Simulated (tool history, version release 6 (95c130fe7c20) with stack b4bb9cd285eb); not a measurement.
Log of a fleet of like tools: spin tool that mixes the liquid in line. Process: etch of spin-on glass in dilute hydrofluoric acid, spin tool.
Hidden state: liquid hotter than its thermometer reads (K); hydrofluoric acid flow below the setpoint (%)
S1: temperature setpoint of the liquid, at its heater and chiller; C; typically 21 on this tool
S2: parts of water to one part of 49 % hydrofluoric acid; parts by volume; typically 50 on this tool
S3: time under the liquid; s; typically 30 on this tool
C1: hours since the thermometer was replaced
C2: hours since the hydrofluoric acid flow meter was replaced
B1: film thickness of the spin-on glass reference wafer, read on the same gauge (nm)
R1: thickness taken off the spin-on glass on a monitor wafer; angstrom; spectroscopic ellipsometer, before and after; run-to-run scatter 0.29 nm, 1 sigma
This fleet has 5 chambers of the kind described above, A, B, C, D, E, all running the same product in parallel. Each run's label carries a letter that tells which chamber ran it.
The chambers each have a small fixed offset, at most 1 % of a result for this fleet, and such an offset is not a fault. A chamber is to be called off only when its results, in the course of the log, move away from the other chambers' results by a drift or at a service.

{"run": "1D", "hour": 10.7, "S1": 21, "S2": 50, "S3": 30, "C1": 993, "C2": 1346.5, "B1": 70.044, "R1": 294.83}
{"run": "2A", "hour": 18.7, "S1": 21, "S2": 50, "S3": 30, "C1": 527.7, "C2": 655.1, "B1": 70.036, "R1": 299.35}
{"run": "3C", "hour": 25.2, "S1": 21, "S2": 50, "S3": 30, "C1": 684.4, "C2": 517.2, "B1": 69.949, "R1": 292.43}
{"run": "4B", "hour": 30.7, "S1": 21, "S2": 50, "S3": 30, "C1": 517.9, "C2": 431.1, "B1": 70.046, "R1": 293.02}
{"run": "5E", "hour": 39.1, "S1": 21, "S2": 50, "S3": 30, "C1": 2226.5, "C2": 1201.5, "B1": 70.018, "R1": 287.65}
{"run": "6E", "hour": 51.2, "S1": 21, "S2": 50, "S3": 30, "C1": 2238.6, "C2": 1213.6, "B1": 70.014, "R1": 286.23}
{"run": "7A", "hour": 59.6, "S1": 21, "S2": 50, "S3": 30, "C1": 568.6, "C2": 696, "B1": 70.026, "R1": 288.74}
{"run": "8B", "hour": 68.7, "S1": 21, "S2": 50, "S3": 30, "C1": 555.9, "C2": 469.1, "B1": 69.974, "R1": 291.04}
{"run": "9C", "hour": 79.3, "S1": 21, "S2": 50, "S3": 30, "C1": 738.5, "C2": 571.3, "B1": 69.978, "R1": 293.16}
{"run": "10D", "hour": 85.7, "S1": 21, "S2": 50, "S3": 30, "C1": 1068, "C2": 1421.5, "B1": 70.026, "R1": 294.41}
{"run": "11C", "hour": 95.9, "S1": 21, "S2": 50, "S3": 30, "C1": 755.1, "C2": 587.9, "B1": 69.985, "R1": 298.85}
{"run": "12E", "hour": 101.3, "S1": 21, "S2": 50, "S3": 30, "C1": 2288.7, "C2": 1263.7, "B1": 70.015, "R1": 290.27}
{"hour": 102.3, "done": "chamber B: hydrofluoric acid flow meter replaced"}
{"hour": 103.0, "done": "chamber E: hydrofluoric acid flow meter replaced"}
{"run": "13D", "hour": 112.4, "S1": 21, "S2": 50, "S3": 30, "C1": 1094.7, "C2": 1448.2, "B1": 69.987, "R1": 293.91}
{"run": "14A", "hour": 123.5, "S1": 21, "S2": 50, "S3": 30, "C1": 632.5, "C2": 759.9, "B1": 70.037, "R1": 291.93}
{"run": "15B", "hour": 130.4, "S1": 24.5, "S2": 50, "S3": 30, "C1": 617.6, "C2": 28.1, "B1": 69.991, "R1": 346.92}
{"run": "16A", "hour": 142.0, "S1": 24.5, "S2": 50, "S3": 30, "C1": 651, "C2": 778.4, "B1": 69.983, "R1": 336.69}
{"run": "17C", "hour": 152.7, "S1": 24.5, "S2": 50, "S3": 30, "C1": 811.9, "C2": 644.7, "B1": 69.993, "R1": 338.56}
{"run": "18B", "hour": 159.0, "S1": 24.5, "S2": 50, "S3": 30, "C1": 646.2, "C2": 56.7, "B1": 69.995, "R1": 340.99}
{"run": "19D", "hour": 171.4, "S1": 24.5, "S2": 50, "S3": 30, "C1": 1153.7, "C2": 1507.2, "B1": 70.029, "R1": 345.78}
{"hour": 172.8, "done": "chamber D: hydrofluoric acid flow meter replaced"}
{"run": "20E", "hour": 182.1, "S1": 21, "S2": 50, "S3": 30, "C1": 2369.5, "C2": 79.2, "B1": 69.983, "R1": 294.71}
{"hour": 192.0, "done": "chamber C: hydrofluoric acid flow meter replaced"}
{"run": "21B", "hour": 192.7, "S1": 21, "S2": 50, "S3": 30, "C1": 679.9, "C2": 90.4, "B1": 70.052, "R1": 291.32}
{"run": "22C", "hour": 200.9, "S1": 21, "S2": 50, "S3": 30, "C1": 860.1, "C2": 9, "B1": 70.011, "R1": 294.61}
{"run": "23E", "hour": 212.7, "S1": 21, "S2": 50, "S3": 30, "C1": 2400.1, "C2": 109.8, "B1": 70.019, "R1": 290.21}
{"run": "24A", "hour": 221.2, "S1": 19, "S2": 50, "S3": 15, "C1": 730.2, "C2": 857.6, "B1": 70.026, "R1": 136.37}
{"run": "25D", "hour": 233.2, "S1": 19, "S2": 50, "S3": 15, "C1": 1215.5, "C2": 60.5, "B1": 69.986, "R1": 135.15}
{"run": "26C", "hour": 244.8, "S1": 19, "S2": 50, "S3": 15, "C1": 904, "C2": 52.9, "B1": 70.05, "R1": 134.91}
{"run": "27B", "hour": 251.4, "S1": 19, "S2": 50, "S3": 15, "C1": 738.6, "C2": 149.1, "B1": 70.07, "R1": 135.12}
{"run": "28A", "hour": 259.0, "S1": 19, "S2": 50, "S3": 15, "C1": 768, "C2": 895.4, "B1": 70.015, "R1": 136.25}
{"run": "29E", "hour": 269.0, "S1": 21, "S2": 50, "S3": 30, "C1": 2456.4, "C2": 166.1, "B1": 69.933, "R1": 286.14}
{"run": "30D", "hour": 274.7, "S1": 21, "S2": 50, "S3": 30, "C1": 1257, "C2": 102, "B1": 69.958, "R1": 294.73}
{"run": "31B", "hour": 282.6, "S1": 21, "S2": 50, "S3": 30, "C1": 769.8, "C2": 180.3, "B1": 70.014, "R1": 294.16}
{"run": "32A", "hour": 289.6, "S1": 21, "S2": 75, "S3": 20, "C1": 798.6, "C2": 926, "B1": 69.982, "R1": 124.97}
{"run": "33E", "hour": 298.3, "S1": 21, "S2": 75, "S3": 20, "C1": 2485.7, "C2": 195.4, "B1": 69.996, "R1": 125.82}

Each of the 5 chambers runs these same settings next. Fill in every chamber's results:
{"run": "34A", "hour": 307.2, "S1": 21, "S2": 50, "S3": 20, "R1": "?"}
{"run": "34B", "hour": 307.2, "S1": 21, "S2": 50, "S3": 20, "R1": "?"}
{"run": "34C", "hour": 307.2, "S1": 21, "S2": 50, "S3": 20, "R1": "?"}
{"run": "34D", "hour": 307.2, "S1": 21, "S2": 50, "S3": 20, "R1": "?"}
{"run": "34E", "hour": 307.2, "S1": 21, "S2": 50, "S3": 20, "R1": "?"}

run=34A R1=196.47
run=34B R1=200.47
run=34C R1=198.87
run=34D R1=194.15
run=34E R1=194

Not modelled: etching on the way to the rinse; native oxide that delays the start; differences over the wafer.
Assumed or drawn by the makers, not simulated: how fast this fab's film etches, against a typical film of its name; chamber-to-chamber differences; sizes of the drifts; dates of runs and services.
